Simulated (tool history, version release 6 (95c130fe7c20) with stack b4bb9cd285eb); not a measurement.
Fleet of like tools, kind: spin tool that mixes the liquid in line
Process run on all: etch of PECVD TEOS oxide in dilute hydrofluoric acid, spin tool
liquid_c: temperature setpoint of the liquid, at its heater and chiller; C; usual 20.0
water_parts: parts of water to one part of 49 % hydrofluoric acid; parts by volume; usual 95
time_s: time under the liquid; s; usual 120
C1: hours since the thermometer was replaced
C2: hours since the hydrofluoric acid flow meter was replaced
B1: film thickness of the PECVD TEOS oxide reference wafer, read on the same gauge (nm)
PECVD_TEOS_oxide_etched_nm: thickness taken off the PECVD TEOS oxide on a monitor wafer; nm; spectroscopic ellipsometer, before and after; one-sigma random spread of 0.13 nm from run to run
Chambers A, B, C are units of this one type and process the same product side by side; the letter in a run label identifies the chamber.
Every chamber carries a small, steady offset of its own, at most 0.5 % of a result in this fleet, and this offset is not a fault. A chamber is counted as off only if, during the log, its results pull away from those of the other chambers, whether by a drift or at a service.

run 1A hour=9.0 | liquid_c=20.0 water_parts=95 time_s=120 | C1=220.5 C2=476.0 | B1=120.00 | PECVD_TEOS_oxide_etched_nm=20.954
run 2B hour=15.8 | liquid_c=20.0 water_parts=95 time_s=120 | C1=585.1 C2=188.0 | B1=120.00 | PECVD_TEOS_oxide_etched_nm=20.897
run 3C hour=24.2 | liquid_c=20.0 water_parts=95 time_s=120 | C1=1109.5 C2=792.5 | B1=119.99 | PECVD_TEOS_oxide_etched_nm=20.799
run 4B hour=31.6 | liquid_c=20.0 water_parts=95 time_s=120 | C1=600.9 C2=203.8 | B1=119.99 | PECVD_TEOS_oxide_etched_nm=20.988
run 5A hour=39.2 | liquid_c=20.0 water_parts=95 time_s=120 | C1=250.7 C2=506.2 | B1=120.03 | PECVD_TEOS_oxide_etched_nm=20.910
run 6C hour=45.2 | liquid_c=20.0 water_parts=95 time_s=120 | C1=1130.5 C2=813.5 | B1=120.00 | PECVD_TEOS_oxide_etched_nm=20.889
run 7B hour=52.5 | liquid_c=20.0 water_parts=95 time_s=120 | C1=621.8 C2=224.7 | B1=120.03 | PECVD_TEOS_oxide_etched_nm=21.107
run 8C hour=61.4 | liquid_c=20.0 water_parts=95 time_s=120 | C1=1146.7 C2=829.7 | B1=119.98 | PECVD_TEOS_oxide_etched_nm=20.983
run 9A hour=66.6 | liquid_c=23.5 water_parts=50 time_s=120 | C1=278.1 C2=533.6 | B1=120.00 | PECVD_TEOS_oxide_etched_nm=48.162
run 10A hour=72.7 | liquid_c=23.5 water_parts=50 time_s=120 | C1=284.2 C2=539.7 | B1=119.99 | PECVD_TEOS_oxide_etched_nm=48.031
run 11C hour=82.7 | liquid_c=23.5 water_parts=50 time_s=120 | C1=1168.0 C2=851.0 | B1=120.00 | PECVD_TEOS_oxide_etched_nm=48.751
run 12B hour=92.7 | liquid_c=20.0 water_parts=95 time_s=120 | C1=662.0 C2=264.9 | B1=119.98 | PECVD_TEOS_oxide_etched_nm=21.278
run 13A hour=103.9 | liquid_c=20.0 water_parts=95 time_s=120 | C1=315.4 C2=570.9 | B1=120.01 | PECVD_TEOS_oxide_etched_nm=20.648
run 14B hour=112.1 | liquid_c=20.0 water_parts=95 time_s=120 | C1=681.4 C2=284.3 | B1=120.01 | PECVD_TEOS_oxide_etched_nm=21.554
run 15C hour=119.2 | liquid_c=20.0 water_parts=95 time_s=120 | C1=1204.5 C2=887.5 | B1=120.02 | PECVD_TEOS_oxide_etched_nm=20.866
run 16C hour=128.9 | liquid_c=20.0 water_parts=75 time_s=70 | C1=1214.2 C2=897.2 | B1=119.98 | PECVD_TEOS_oxide_etched_nm=15.811
run 17A hour=141.0 | liquid_c=20.0 water_parts=75 time_s=70 | C1=352.5 C2=608.0 | B1=120.00 | PECVD_TEOS_oxide_etched_nm=16.028
run 18B hour=148.0 | liquid_c=20.0 water_parts=75 time_s=70 | C1=717.3 C2=320.2 | B1=119.99 | PECVD_TEOS_oxide_etched_nm=16.297
run 19B hour=154.1 | liquid_c=20.0 water_parts=95 time_s=120 | C1=723.4 C2=326.3 | B1=119.99 | PECVD_TEOS_oxide_etched_nm=21.411
run 20A hour=161.0 | liquid_c=20.0 water_parts=95 time_s=120 | C1=372.5 C2=628.0 | B1=120.01 | PECVD_TEOS_oxide_etched_nm=20.931
run 21C hour=169.3 | liquid_c=20.0 water_parts=95 time_s=120 | C1=1254.6 C2=937.6 | B1=119.99 | PECVD_TEOS_oxide_etched_nm=20.971
run 22A hour=179.3 | liquid_c=20.0 water_parts=95 time_s=120 | C1=390.8 C2=646.3 | B1=120.00 | PECVD_TEOS_oxide_etched_nm=20.924
run 23C hour=184.7 | liquid_c=20.0 water_parts=95 time_s=120 | C1=1270.0 C2=953.0 | B1=120.02 | PECVD_TEOS_oxide_etched_nm=21.109
run 24B hour=190.3 | liquid_c=20.0 water_parts=95 time_s=120 | C1=759.6 C2=362.5 | B1=119.99 | PECVD_TEOS_oxide_etched_nm=21.524
run 25C hour=196.5 | liquid_c=20.0 water_parts=95 time_s=120 | C1=1281.8 C2=964.8 | B1=120.01 | PECVD_TEOS_oxide_etched_nm=20.925
run 26A hour=201.7 | liquid_c=23.5 water_parts=95 time_s=120 | C1=413.2 C2=668.7 | B1=120.00 | PECVD_TEOS_oxide_etched_nm=24.065
run 27B hour=209.2 | liquid_c=23.5 water_parts=95 time_s=120 | C1=778.5 C2=381.4 | B1=120.00 | PECVD_TEOS_oxide_etched_nm=25.085
run 28A hour=220.1 | liquid_c=23.5 water_parts=95 time_s=120 | C1=431.6 C2=687.1 | B1=120.00 | PECVD_TEOS_oxide_etched_nm=23.884
run 29B hour=231.0 | liquid_c=20.0 water_parts=95 time_s=120 | C1=800.3 C2=403.2 | B1=120.01 | PECVD_TEOS_oxide_etched_nm=21.706
run 30C hour=239.7 | liquid_c=20.0 water_parts=95 time_s=120 | C1=1325.0 C2=1008.0 | B1=119.99 | PECVD_TEOS_oxide_etched_nm=20.908
run 31C hour=246.4 | liquid_c=20.0 water_parts=95 time_s=120 | C1=1331.7 C2=1014.7 | B1=120.00 | PECVD_TEOS_oxide_etched_nm=20.784
run 32B hour=251.7 | liquid_c=20.0 water_parts=65 time_s=185 | C1=821.0 C2=423.9 | B1=119.99 | PECVD_TEOS_oxide_etched_nm=51.532
run 33A hour=262.8 | liquid_c=20.0 water_parts=65 time_s=185 | C1=474.3 C2=729.8 | B1=120.00 | PECVD_TEOS_oxide_etched_nm=48.668
run 34A hour=271.2 | liquid_c=20.0 water_parts=65 time_s=185 | C1=482.7 C2=738.2 | B1=120.00 | PECVD_TEOS_oxide_etched_nm=48.489

Is one chamber out of step, is the gauge drifting, or do the chambers differ by no more than their own small offsets? For an off chamber, give its letter and the likeliest cause.

Chamber B drifts away from the others.
Cause: hydrofluoric acid flow above the setpoint (%) = 5.76.
Not necessarily distinguishable in this log from: liquid hotter than its thermometer reads (K).

Chamber B could run next with any of the 4 candidate recipes listed below; each alters the usual settings, and their results appear as question marks. Which one brings its results back in line with what the other chambers deliver on the usual settings?
Allowed miss from the other chambers' usual-settings mean, per result, to count as in line: PECVD_TEOS_oxide_etched_nm 0.460 nm
run 35B-1 hour=279.8 | liquid_c=17.0 water_parts=95 time_s=120 | PECVD_TEOS_oxide_etched_nm=?
run 35B-2 hour=279.8 | liquid_c=20.0 water_parts=100 time_s=120 | PECVD_TEOS_oxide_etched_nm=?
run 35B-3 hour=279.8 | liquid_c=20.0 water_parts=85 time_s=120 | PECVD_TEOS_oxide_etched_nm=?
run 35B-4 hour=279.8 | liquid_c=20.0 water_parts=90 time_s=120 | PECVD_TEOS_oxide_etched_nm=?

Usual-settings mean across the other chambers: PECVD_TEOS_oxide_etched_nm 20.942 nm
run=35B-1 PECVD_TEOS_oxide_etched_nm=19.650
run=35B-2 PECVD_TEOS_oxide_etched_nm=20.995
run=35B-3 PECVD_TEOS_oxide_etched_nm=25.151
run=35B-4 PECVD_TEOS_oxide_etched_nm=23.608
35B-2 is the one that brings the chamber's results back in line with the other chambers.
